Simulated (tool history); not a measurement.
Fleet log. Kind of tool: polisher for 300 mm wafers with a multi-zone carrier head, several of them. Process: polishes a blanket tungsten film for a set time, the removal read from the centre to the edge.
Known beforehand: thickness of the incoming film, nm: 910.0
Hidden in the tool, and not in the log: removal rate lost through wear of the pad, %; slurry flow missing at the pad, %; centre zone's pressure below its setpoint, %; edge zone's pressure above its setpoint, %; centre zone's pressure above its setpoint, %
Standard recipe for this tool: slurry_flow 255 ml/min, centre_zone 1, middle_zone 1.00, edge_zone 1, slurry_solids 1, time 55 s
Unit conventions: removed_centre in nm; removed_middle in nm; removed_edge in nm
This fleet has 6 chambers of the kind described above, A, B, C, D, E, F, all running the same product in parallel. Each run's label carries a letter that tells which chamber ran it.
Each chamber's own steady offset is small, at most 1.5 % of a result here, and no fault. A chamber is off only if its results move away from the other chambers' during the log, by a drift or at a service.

run   hour  slurry_flow  centre_zone  middle_zone  edge_zone  slurry_solids  time  wafers polished on this pad  hours since the slurry nozzle was cleaned  hours since the centre zone pressure was calibrated  hours since the edge zone pressure was calibrated  removed_centre  removed_middle  removed_edge
       4.7  -- chamber F: worn pad replaced by a new one
       5.4  -- chamber E: centre zone pressure recalibrated
      11.4  -- chamber A: centre zone pressure recalibrated
 1B   12.4          255            1         1.00          1              1    55                         1006                                      215.5                                                339.8                                              587.6          262.01          250.62        254.66
      15.8  -- chamber B: worn pad replaced by a new one
      22.8  -- chamber E: worn pad replaced by a new one
 2F   24.4          255            1         1.00          1              1    55                          249                                       56.6                                                358.0                                              547.6          249.95          254.88        253.96
 3E   33.2          255            1         1.00          1              1    55                          131                                      126.5                                                 27.8                                              554.8          250.35          257.83        259.09
 4D   43.7          255            1         1.00          1              1    55                          713                                      409.7                                                206.0                                              722.4          260.19          255.58        252.41
 5A   55.6          255            1         1.00          1              1    55                         1480                                      724.4                                                 44.2                                              338.9          259.08          258.83        254.30
 6C   66.7          255            1         1.00          1              1    55                          958                                       89.8                                                 70.3                                              349.6          255.83          255.83        257.52
      72.4  -- chamber C: worn pad replaced by a new one
 7F   75.4          255            1         1.00          1              1    55                          895                                      107.6                                                409.0                                              598.6          249.98          252.78        252.74
      83.8  -- chamber B: worn pad replaced by a new one
 8A   84.1          255            1         1.00          1              1    55                         1841                                      752.9                                                 72.7                                              367.4          254.70          259.39        258.31
 9B   92.3          255            1         1.00          1              1    55                          108                                      295.4                                                419.7                                              667.5          253.36          250.86        251.56
10E  100.5          255            1         1.00          1              1    55                          983                                      193.8                                                 95.1                                              622.1          257.30          257.15        254.33
     102.9  -- chamber D: worn pad replaced by a new one
     103.6  -- chamber D: edge zone pressure recalibrated
11D  108.7          255            1         1.00          1              1    55                           73                                      474.7                                                271.0                                                5.1          251.94          257.26        255.92
     113.2  -- chamber D: slurry nozzle cleaned
12C  120.1          255            1         1.00          1              1    55                          603                                      143.2                                                123.7                                              403.0          257.37          259.02        257.23
     126.7  -- chamber F: worn pad replaced by a new one
     129.6  -- chamber E: worn pad replaced by a new one
13F  130.0          255            1         1.00          1              1    55                           42                                      162.2                                                463.6                                              653.2          257.20          252.78        254.09
     135.3  -- chamber C: worn pad replaced by a new one
14A  142.6          255            1         1.00          1              1    55                         2581                                      811.4                                                131.2                                              425.9          256.54          263.35        256.97
15C  151.0          255            1         1.00          1              1    55                          199                                      174.1                                                154.6                                              433.9          257.61          260.86        259.64
     155.3  -- chamber B: worn pad replaced by a new one
16D  163.7          255            1         1.00          1              1    55                          769                                       50.6                                                326.0                                               60.1          253.21          258.66        255.68
17E  170.3          255            1         1.00          1              1    55                          515                                      263.6                                                164.9                                              691.9          258.54          253.86        255.12
     173.8  -- chamber A: slurry nozzle cleaned
18B  178.2          255            1         1.00          1              1    55                          290                                      381.3                                                505.6                                              753.4          254.98          252.41        253.78
19A  185.0          255            1         1.00          1              1    55                         3118                                       11.3                                                173.6                                              468.3          256.44          256.35        255.15
20B  194.0          255            1         1.00          1              1    55                          490                                      397.1                                                521.4                                              769.2          254.86          252.43        251.29
     197.0  -- chamber B: slurry nozzle cleaned
     198.6  -- chamber D: worn pad replaced by a new one
     199.0  -- chamber C: worn pad replaced by a new one
21E  199.7          255            1         1.00          1              1    55                          887                                      293.0                                                194.3                                              721.3          252.56          253.73        258.75
     205.7  -- chamber E: slurry nozzle cleaned
     208.7  -- chamber F: centre zone pressure recalibrated
22D  208.8          255            1         1.00          1              1    55                          129                                       95.7                                                371.1                                              105.2          255.13          262.96        256.33
23C  214.8          255            1         1.00          1              1    55                          200                                      237.9                                                218.4                                              497.7          256.10          259.79        257.19
     218.6  -- chamber E: worn pad replaced by a new one
     219.0  -- chamber F: edge zone pressure recalibrated
24F  222.8          255            1         1.00          1              1    55                         1217                                      255.0                                                 14.1                                                3.9          255.09          251.42        251.30
25E  229.7          255            1         1.00          1              1    55                          141                                       24.0                                                224.3                                              751.3          258.29          254.34        255.73
     231.1  -- chamber B: worn pad replaced by a new one
26D  242.6          255            1         1.00          1              1    55                          557                                      129.5                                                404.9                                              139.0          258.78          255.81        256.08
27C  248.8          255            1         1.00          1              1    55                          630                                      271.9                                                252.4                                              531.7          263.82          259.41        257.35
     257.2  -- chamber F: worn pad replaced by a new one
28F  259.2          255            1         1.00          1              1    55                           26                                      291.4                                                 50.5                                               40.3          246.48          249.00        254.27
     269.5  -- chamber C: worn pad replaced by a new one
29A  270.4          255            1         1.00          1              1    55                         4199                                       96.7                                                259.0                                              553.7          240.76          246.03        242.72
30B  278.2          255            1         1.00          1              1    55                          596                                       81.2                                                605.6                                              853.4          253.18          255.03        252.52
31C  290.5          255            1         1.00          1              1    55                          265                                      313.6                                                294.1                                              573.4          257.29          260.12        259.14
32D  297.4          255            1         1.00          1              1    55                         1251                                      184.3                                                459.7                                              193.8          263.34          255.33        253.69
33B  306.1          255            1         1.00          1              1    55                          949                                      109.1                                                633.5                                              881.3          252.15          246.92        251.71
     311.9  -- chamber B: worn pad replaced by a new one
34A  314.3          340            1         0.95          1              1    55                         4755                                      140.6                                                302.9                                              597.6          246.02          238.90        246.49
35F  323.2          340            1         0.95          1              1    55                          836                                      355.4                                                114.5                                              104.3          257.58          252.71        261.30
     325.6  -- chamber E: worn pad replaced by a new one
36E  336.0          340            1         0.95          1              1    55                          132                                      130.3                                                330.6                                              857.6          269.44          245.95        263.31
     336.6  -- chamber F: slurry nozzle cleaned
37B  343.8          340            1         0.95          1              1    55                          404                                      146.8                                                671.2                                              919.0          263.93          246.78        258.99
38F  356.8          340            1         0.95          1              1    55                         1261                                       20.3                                                148.1                                              137.9          260.12          249.35        260.06
39E  363.5          340            1         0.95          1              1    55                          480                                      157.8                                                358.1                                              885.1          267.51          246.51        260.34

Decide between three cases: one chamber stands off from its peers, the gauge reading all wafers drifts, or nothing is wrong past each chamber's small offset. Where a chamber is off, say which and what most likely put it there.

One chamber, A, drifts off from the rest bit by bit.
Likeliest cause: removal rate lost through wear of the pad, % = 9.31.

Below are 4 candidate recipes for chamber A's next run, each the usual settings with a change, their results shown as question marks. Which of them brings A's results back in line with what the other chambers give on the usual settings?
Maximum distance from the other chambers' mean on the usual settings for a result to count as in line: removed_centre 13.00 nm; removed_middle 9.20 nm; removed_edge 5.50 nm
40A-1  372.9          255         0.99         1.00          1              1    52                                                                                                                                                                                               ?               ?             ?
40A-2  372.9          250         0.99         1.01          1              1    50                                                                                                                                                                                               ?               ?             ?
40A-3  372.9          255         1.01         1.00          1              1    58                                                                                                                                                                                               ?               ?             ?
40A-4  372.9          260         1.01         0.99          1              1    60                                                                                                                                                                                               ?               ?             ?

Usual-settings mean across the other chambers: removed_centre 255.97 nm; removed_middle 255.22 nm; removed_edge 254.75 nm
  run  removed_centre  removed_middle  removed_edge
40A-1          214.10          222.92        219.13
40A-2          205.35          215.83        210.30
40A-3          244.14          248.62        244.41
40A-4          253.17          255.38        253.31
40A-4 brings the chamber back in line.

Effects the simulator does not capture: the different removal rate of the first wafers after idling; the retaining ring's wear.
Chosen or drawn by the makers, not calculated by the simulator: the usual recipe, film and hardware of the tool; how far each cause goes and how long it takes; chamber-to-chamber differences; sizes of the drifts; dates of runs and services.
